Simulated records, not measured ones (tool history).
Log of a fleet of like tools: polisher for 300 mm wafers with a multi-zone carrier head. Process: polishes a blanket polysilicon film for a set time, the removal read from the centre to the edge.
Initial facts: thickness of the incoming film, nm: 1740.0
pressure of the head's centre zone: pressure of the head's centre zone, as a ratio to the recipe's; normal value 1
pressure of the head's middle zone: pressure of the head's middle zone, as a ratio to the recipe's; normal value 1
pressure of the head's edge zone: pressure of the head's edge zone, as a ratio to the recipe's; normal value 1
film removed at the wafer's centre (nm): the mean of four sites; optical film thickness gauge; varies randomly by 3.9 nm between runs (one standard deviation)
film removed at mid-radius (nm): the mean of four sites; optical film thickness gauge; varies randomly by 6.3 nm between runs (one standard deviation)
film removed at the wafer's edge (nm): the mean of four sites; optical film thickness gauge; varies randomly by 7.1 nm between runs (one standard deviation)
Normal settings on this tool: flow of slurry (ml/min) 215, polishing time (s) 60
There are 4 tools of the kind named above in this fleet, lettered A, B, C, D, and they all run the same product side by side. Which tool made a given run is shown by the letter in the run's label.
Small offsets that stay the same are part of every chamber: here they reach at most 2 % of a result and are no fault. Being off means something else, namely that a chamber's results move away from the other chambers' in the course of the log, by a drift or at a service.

run   hour  flow of slurry (ml/min)  pressure of the head's centre zone  pressure of the head's middle zone  pressure of the head's edge zone  polishing time (s)  wafers polished on this pad  hours since the slurry nozzle was cleaned  hours since the centre zone pressure was calibrated  hours since the edge zone pressure was calibrated  film removed at the wafer's centre (nm)  film removed at mid-radius (nm)  film removed at the wafer's edge (nm)
 1C    3.8                      215                                   1                                   1                                 1                  60                          635                                       46.3                                               1368.3                                               86.3                                    492.7                           484.64                                 504.35
 2A    9.5                      215                                   1                                   1                                 1                  60                          194                                      273.7                                                  371                                              327.6                                   500.28                            504.8                                 486.93
      14.6  -- chamber A: edge zone pressure recalibrated
 3D   15.3                      215                                   1                                   1                                 1                  60                          902                                      700.6                                                150.7                                              759.6                                   489.34                           497.66                                 499.25
 4B     22                      215                                   1                                   1                                 1                  60                         1150                                       89.3                                                417.3                                              736.9                                   491.11                           487.34                                 493.76
 5B   25.7                      215                                   1                                   1                                 1                  60                         1173                                         93                                                  421                                              740.6                                   486.46                           491.83                                 511.58
      29.8  -- chamber D: worn pad replaced by a new one
      29.9  -- chamber C: worn pad replaced by a new one
 6A     32                      215                                   1                                   1                                 1                  60                          340                                      296.2                                                393.5                                               17.4                                   499.18                           493.21                                 485.82
 7C     38                      215                                   1                                   1                                 1                  60                           52                                       80.5                                               1402.5                                              120.5                                   490.06                           496.38                                 503.87
 8D   44.7                      215                                   1                                   1                                 1                  60                           96                                        730                                                180.1                                                789                                   494.99                           478.84                                 505.22
 9C   49.3                      215                                   1                                   1                                 1                  60                          125                                       91.8                                               1413.8                                              131.8                                   497.86                           506.28                                  487.7
        51  -- chamber D: slurry nozzle cleaned
10A   55.6                      150                                   1                                   1                              1.06                  60                          492                                      319.8                                                417.1                                                 41                                   465.87                              479                                 492.03
11D   59.2                      150                                   1                                   1                              1.06                  60                          190                                        8.3                                                194.6                                              803.5                                   458.19                           452.57                                  487.9
      64.4  -- chamber B: worn pad replaced by a new one
12B   65.4                      150                                   1                                   1                              1.06                  60                            7                                      132.7                                                460.7                                              780.3                                   461.06                           450.85                                 490.56
13A     69                      150                                   1                                   1                              1.06                  60                          579                                      333.2                                                430.5                                               54.4                                   464.49                           473.28                                 480.56
14B   72.7                      215                                   1                                   1                                 1                  60                           54                                        140                                                  468                                              787.6                                   486.89                           483.99                                 498.19
15D   78.6                      215                                   1                                   1                                 1                  60                          315                                       27.7                                                  214                                              822.9                                   496.76                           480.27                                 493.55
      81.9  -- chamber C: centre zone pressure recalibrated
16C   82.6                      215                                   1                                   1                                 1                  60                          340                                      125.1                                                  0.8                                              165.1                                   459.13                           498.62                                 492.69
17C   87.4                      215                                   1                                   1                                 1                  60                          371                                      129.9                                                  5.6                                              169.9                                   456.62                           509.11                                 496.95
      91.1  -- chamber D: edge zone pressure recalibrated
18B   91.6                      215                                   1                                   1                                 1                  60                          176                                      158.9                                                486.9                                              806.5                                   488.31                           485.85                                  501.4
19D   96.8                      215                                   1                                   1                                 1                  60                          432                                       45.9                                                232.2                                                5.7                                    500.2                           491.41                                 497.97
20A  102.6                      215                                   1                                1.08                              0.88                  60                          795                                      366.8                                                464.1                                                 88                                   492.25                           546.81                                 463.91
21D  106.2                      215                                   1                                1.08                              0.88                  60                          493                                       55.3                                                241.6                                               15.1                                   494.79                            519.1                                 470.01
       108  -- chamber A: worn pad replaced by a new one
     111.2  -- chamber B: centre zone pressure recalibrated
22A    112                      215                                   1                                1.08                              0.88                  60                           26                                      376.2                                                473.5                                               97.4                                   502.08                            537.6                                 469.97
23C  117.2                      215                                   1                                1.08                              0.88                  60                          563                                      159.7                                                 35.4                                              199.7                                    460.5                           536.47                                 465.94
24B  122.6                      215                                   1                                   1                                 1                  60                          376                                      189.9                                                 11.4                                              837.5                                   489.15                           492.63                                 483.71
25B  128.7                      215                                   1                                   1                                 1                  60                          415                                        196                                                 17.5                                              843.6                                   489.19                           482.58                                 493.48
     130.3  -- chamber C: worn pad replaced by a new one
26A  131.9                      215                                   1                                   1                                 1                  60                          154                                      396.1                                                493.4                                              117.3                                   497.87                           503.55                                 495.66
27D  138.9                      215                                   1                                   1                                 1                  60                          704                                         88                                                274.3                                               47.8                                   490.93                           479.14                                 488.14
28C  145.7                      215                                   1                                   1                                 1                  60                           99                                      188.2                                                 63.9                                              228.2                                   458.79                           507.55                                 502.15
29A  151.9                      215                                   1                                   1                                 1                  60                          283                                      416.1                                                513.4                                              137.3                                   492.23                           506.62                                 496.43
30B  158.5                      215                                   1                                1.09                                 1                  54                          608                                      225.8                                                 47.3                                              873.4                                   448.02                           484.01                                 449.64
31C  164.5                      215                                   1                                1.09                                 1                  54                          220                                        207                                                 82.7                                                247                                   412.03                           484.48                                 436.55
32D  170.1                      215                                   1                                1.09                                 1                  54                          905                                      119.2                                                305.5                                                 79                                   445.87                           485.35                                 447.85
33B  173.7                      215                                   1                                1.09                                 1                  54                          706                                        241                                                 62.5                                              888.6                                   441.73                           478.38                                 442.86
34A  178.2                      215                                0.95                                0.92                                 1                  60                          453                                      442.4                                                539.7                                              163.6                                   466.72                           467.68                                 498.51
35C  183.2                      215                                0.95                                0.92                                 1                  60                          341                                      225.7                                                101.4                                              265.7                                   437.78                           459.35                                 496.87
     187.4  -- chamber A: centre zone pressure recalibrated
36D  189.1                      215                                0.95                                0.92                                 1                  60                         1028                                      138.2                                                324.5                                                 98                                   462.89                           445.38                                 482.71
37A  194.4                      215                                0.95                                0.92                                 1                  60                          557                                      458.6                                                  7.1                                              179.8                                   469.31                            468.8                                 484.07
38B  197.6                      215                                   1                                   1                                 1                  60                          860                                      264.9                                                 86.4                                              912.5                                   492.61                           484.19                                 496.77
39C  204.5                      215                                   1                                   1                                 1                  60                          479                                        247                                                122.7                                                287                                   458.49                           494.54                                 497.37

Predict what each chamber gives when all 4 of them run the settings below next.
40A  209.8                      215                                1.09                                   1                                 1                  60                                                                                                                                                                                                                        ?                                ?                                      ?
40B  209.8                      215                                1.09                                   1                                 1                  60                                                                                                                                                                                                                        ?                                ?                                      ?
40C  209.8                      215                                1.09                                   1                                 1                  60                                                                                                                                                                                                                        ?                                ?                                      ?
40D  209.8                      215                                1.09                                   1                                 1                  60                                                                                                                                                                                                                        ?                                ?                                      ?

run  film removed at the wafer's centre (nm)  film removed at mid-radius (nm)  film removed at the wafer's edge (nm)
40A                                   548.76                           506.72                                 498.76
40B                                   544.41                           493.19                                 483.78
40C                                   505.99                            488.6                                 496.34
40D                                   540.64                           475.44                                 502.55
